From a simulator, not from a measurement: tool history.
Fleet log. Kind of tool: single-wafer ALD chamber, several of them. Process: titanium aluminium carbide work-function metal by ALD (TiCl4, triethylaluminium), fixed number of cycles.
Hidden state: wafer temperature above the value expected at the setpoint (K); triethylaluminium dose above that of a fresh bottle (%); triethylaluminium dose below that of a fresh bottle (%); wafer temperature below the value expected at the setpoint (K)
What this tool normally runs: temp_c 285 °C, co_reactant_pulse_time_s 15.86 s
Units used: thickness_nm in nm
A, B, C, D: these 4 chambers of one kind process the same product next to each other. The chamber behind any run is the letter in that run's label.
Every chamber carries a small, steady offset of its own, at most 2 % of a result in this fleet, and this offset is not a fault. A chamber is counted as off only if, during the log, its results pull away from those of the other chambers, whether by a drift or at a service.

run   hour  temp_c  co_reactant_pulse_time_s  hours since the last thermocouple change  hours since the last triethylaluminium bottle change  read-back reference wafer on the same gauge, thickness_nm  thickness_nm
 1A    5.7     285                     15.86                                    1851.8                                                 750.9                                                     2.1702        1.9555
 2C   12.8     285                     15.86                                    1940.7                                                  76.1                                                     2.1702        1.9173
 3D   20.0     285                     15.86                                     701.7                                                 393.2                                                     2.1700        1.9228
 4B   24.5     285                     15.86                                    1884.2                                                 410.5                                                     2.1711        1.8976
 5A   33.0     285                     12.84                                    1879.1                                                 778.2                                                     2.1713        1.9435
 6B   41.7     285                     12.84                                    1901.4                                                 427.7                                                     2.1711        1.8819
 7C   46.8     285                     12.84                                    1974.7                                                 110.1                                                     2.1710        1.9053
 8D   51.0     285                     12.84                                     732.7                                                 424.2                                                     2.1721        1.9083
 9B   58.0     275                     17.93                                    1917.7                                                 444.0                                                     2.1715        1.8150
10C   63.2     275                     17.93                                    1991.1                                                 126.5                                                     2.1720        1.8372
11D   70.2     275                     17.93                                     751.9                                                 443.4                                                     2.1724        1.8407
12A   74.3     275                     17.93                                    1920.4                                                 819.5                                                     2.1725        1.8728
13C   80.5     285                     15.86                                    2008.4                                                 143.8                                                     2.1717        1.9204
14B   85.6     285                     15.86                                    1945.3                                                 471.6                                                     2.1733        1.8987
15D   90.7     271                     15.86                                     772.4                                                 463.9                                                     2.1725        1.8035
16A   95.1     271                     15.86                                    1941.2                                                 840.3                                                     2.1731        1.8336
17B  101.3     271                     15.86                                    1961.0                                                 487.3                                                     2.1738        1.7796
18D  108.7     271                     15.86                                     790.4                                                 481.9                                                     2.1733        1.8008
19C  113.5     297                     15.86                                    2041.4                                                 176.8                                                     2.1737        2.0272
20A  119.7     297                     15.86                                    1965.8                                                 864.9                                                     2.1741        2.0672
21C  125.6     297                     15.86                                    2053.5                                                 188.9                                                     2.1737        2.0249
22B  131.7     297                     15.86                                    1991.4                                                 517.7                                                     2.1744        2.0033
23D  141.0     285                     15.86                                     822.7                                                 514.2                                                     2.1745        1.9271
24A  147.9     285                     15.86                                    1994.0                                                 893.1                                                     2.1751        1.9585
25D  154.0     285                     15.86                                     835.7                                                 527.2                                                     2.1748        1.9310
26A  160.9     285                     15.86                                    2007.0                                                 906.1                                                     2.1754        1.9565
27C  169.1     285                     15.86                                    2097.0                                                 232.4                                                     2.1755        1.9246
28B  176.0     285                     15.86                                    2035.7                                                 562.0                                                     2.1751        1.9031
29C  184.6     285                     15.86                                    2112.5                                                 247.9                                                     2.1758        1.9226
30D  193.7     285                     15.86                                     875.4                                                 566.9                                                     2.1764        1.9326
31B  202.0     285                     15.86                                    2061.7                                                 588.0                                                     2.1762        1.9000
32A  207.3     285                     15.86                                    2053.4                                                 952.5                                                     2.1769        1.9599
33A  212.5     285                     15.86                                    2058.6                                                 957.7                                                     2.1768        1.9655
34B  221.1     285                     15.86                                    2080.8                                                 607.1                                                     2.1770        1.9022
35C  226.4     285                     15.86                                    2154.3                                                 289.7                                                     2.1783        1.9196
36D  233.4     285                     15.86                                     915.1                                                 606.6                                                     2.1773        1.9303
37B  241.3     285                     15.86                                    2101.0                                                 627.3                                                     2.1777        1.9093
38A  246.6     285                     15.86                                    2092.7                                                 991.8                                                     2.1789        1.9655
39C  252.8     277                     17.85                                    2180.7                                                 316.1                                                     2.1783        1.8536
40D  259.2     277                     17.85                                     940.9                                                 632.4                                                     2.1781        1.8595
41C  263.9     277                     17.85                                    2191.8                                                 327.2                                                     2.1795        1.8583
42A  272.4     277                     17.85                                    2118.5                                                1017.6                                                     2.1786        1.8980
     278.1  -- chamber B: triethylaluminium bottle replaced
43B  281.0     285                     15.86                                    2140.7                                                   3.0                                                     2.1794        1.9047
44D  290.2     285                     18.94                                     971.9                                                 663.4                                                     2.1802        1.9404

One chamber off, gauge drift, or nothing amiss beyond the chambers' own small offsets? If it is a chamber, which one, and what is the likeliest cause?

Gauge drift. The chambers move together only on paper, and none stands off.
What lies behind it: gauge reads high (%) = 0.444.
